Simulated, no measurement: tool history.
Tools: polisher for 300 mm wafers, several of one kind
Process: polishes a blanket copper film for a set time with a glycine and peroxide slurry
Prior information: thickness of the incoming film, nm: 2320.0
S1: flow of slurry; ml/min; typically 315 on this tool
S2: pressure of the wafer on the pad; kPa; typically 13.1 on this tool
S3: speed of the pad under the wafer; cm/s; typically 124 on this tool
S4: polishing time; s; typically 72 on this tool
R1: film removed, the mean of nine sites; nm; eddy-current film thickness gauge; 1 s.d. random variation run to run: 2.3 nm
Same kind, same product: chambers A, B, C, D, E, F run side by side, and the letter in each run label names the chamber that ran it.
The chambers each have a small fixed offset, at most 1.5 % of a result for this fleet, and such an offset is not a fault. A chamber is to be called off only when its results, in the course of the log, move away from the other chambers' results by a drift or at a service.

run	hour	S1	S2	S3	S4	R1
1C	6.4	315	13.1	124	72	333.81
# hour 10.7: chamber A: head pressure recalibrated
2E	12.7	315	13.1	124	72	329.13
# hour 21.3: chamber E: worn pad replaced by a new one
3B	22.7	315	13.1	124	72	326.15
# hour 30.3: chamber B: worn pad replaced by a new one
4D	32.7	315	13.1	124	72	327.65
5F	41.2	315	13.1	124	72	330.35
6A	50.4	315	13.1	124	72	328.65
7E	56.5	315	13.1	124	72	330.99
# hour 65.4: chamber C: worn pad replaced by a new one
8F	66.3	315	13.1	124	72	334.41
9D	73.9	315	13.1	124	72	334.13
10C	81.9	315	13.1	124	72	330.04
# hour 85.9: chamber F: worn pad replaced by a new one
11A	92	315	13.1	124	72	327.25
# hour 96.8: chamber D: worn pad replaced by a new one
# hour 97.4: chamber B: worn pad replaced by a new one
12B	101.8	315	13.1	124	72	328.73
# hour 104.3: chamber E: worn pad replaced by a new one
# hour 113.3: chamber A: worn pad replaced by a new one
13B	114.5	315	13.1	124	72	326.32
14C	122.5	315	13.1	124	72	333.03
15A	131.2	385	10.3	124	72	278.85
# hour 134.6: chamber C: worn pad replaced by a new one
# hour 135.3: chamber F: head pressure recalibrated
16D	142.7	385	10.3	124	72	280.91
17F	154.6	385	10.3	124	72	280.18
18E	163.5	385	10.3	124	72	278.06
# hour 166.5: chamber C: head pressure recalibrated
# hour 171.6: chamber B: worn pad replaced by a new one
19B	175.1	385	10.3	124	72	280.79
# hour 181.8: chamber D: worn pad replaced by a new one
20E	184.5	385	10.3	124	72	278.91
# hour 186: chamber F: worn pad replaced by a new one
# hour 189.4: chamber E: worn pad replaced by a new one
# hour 189.9: chamber F: slurry nozzle cleaned
21C	193.5	315	13.1	124	72	308.52
22D	203.4	315	13.1	124	72	331.14
# hour 210: chamber C: worn pad replaced by a new one
23F	212.2	315	13.1	124	72	335.78
# hour 213: chamber B: slurry nozzle cleaned
24A	223.6	265	13.1	98	72	267.01
# hour 223.8: chamber E: head pressure recalibrated
25C	234	265	13.1	98	72	254.2
# hour 238.4: chamber A: worn pad replaced by a new one
# hour 242.4: chamber B: worn pad replaced by a new one
26F	244.8	265	13.1	98	72	273.8
# hour 252.9: chamber C: slurry nozzle cleaned
27E	257.2	265	13.1	98	72	268.09
28B	264.5	265	13.1	98	72	274.08
29A	273.9	265	13.1	98	72	266.78
# hour 278.9: chamber D: worn pad replaced by a new one
# hour 280.2: chamber C: worn pad replaced by a new one
30D	286.6	315	13.1	124	72	328.53
# hour 290: chamber E: slurry nozzle cleaned
# hour 290.9: chamber E: worn pad replaced by a new one
31A	292.8	315	13.1	124	72	327.67
# hour 297.9: chamber F: worn pad replaced by a new one
32B	305.1	315	13.1	124	72	330.56
33F	316.5	315	13.1	124	72	333.4
# hour 317.1: chamber B: worn pad replaced by a new one
34E	322.9	315	10.3	104	72	241.05
35C	333.6	315	10.3	104	72	224.66
36D	340	315	10.3	104	72	243.05
# hour 347.3: chamber D: slurry nozzle cleaned
37A	347.9	315	10.3	104	72	238.97
# hour 354.2: chamber C: worn pad replaced by a new one
38E	356.1	315	10.3	104	72	240.43
39C	362.7	315	10.3	104	72	227.79
40D	370.6	315	13.1	124	72	331.17
41F	377.5	315	13.1	124	72	329.74
42B	386.2	315	13.1	124	72	329.85

Next, all 6 chambers run the settings below, one line each with question marks for the results. What does each chamber give?
43A	395.6	315	11	124	72	?
43B	395.6	315	11	124	72	?
43C	395.6	315	11	124	72	?
43D	395.6	315	11	124	72	?
43E	395.6	315	11	124	72	?
43F	395.6	315	11	124	72	?

run	R1
43A	288.65
43B	287.63
43C	269.89
43D	288.75
43E	288.66
43F	292.65

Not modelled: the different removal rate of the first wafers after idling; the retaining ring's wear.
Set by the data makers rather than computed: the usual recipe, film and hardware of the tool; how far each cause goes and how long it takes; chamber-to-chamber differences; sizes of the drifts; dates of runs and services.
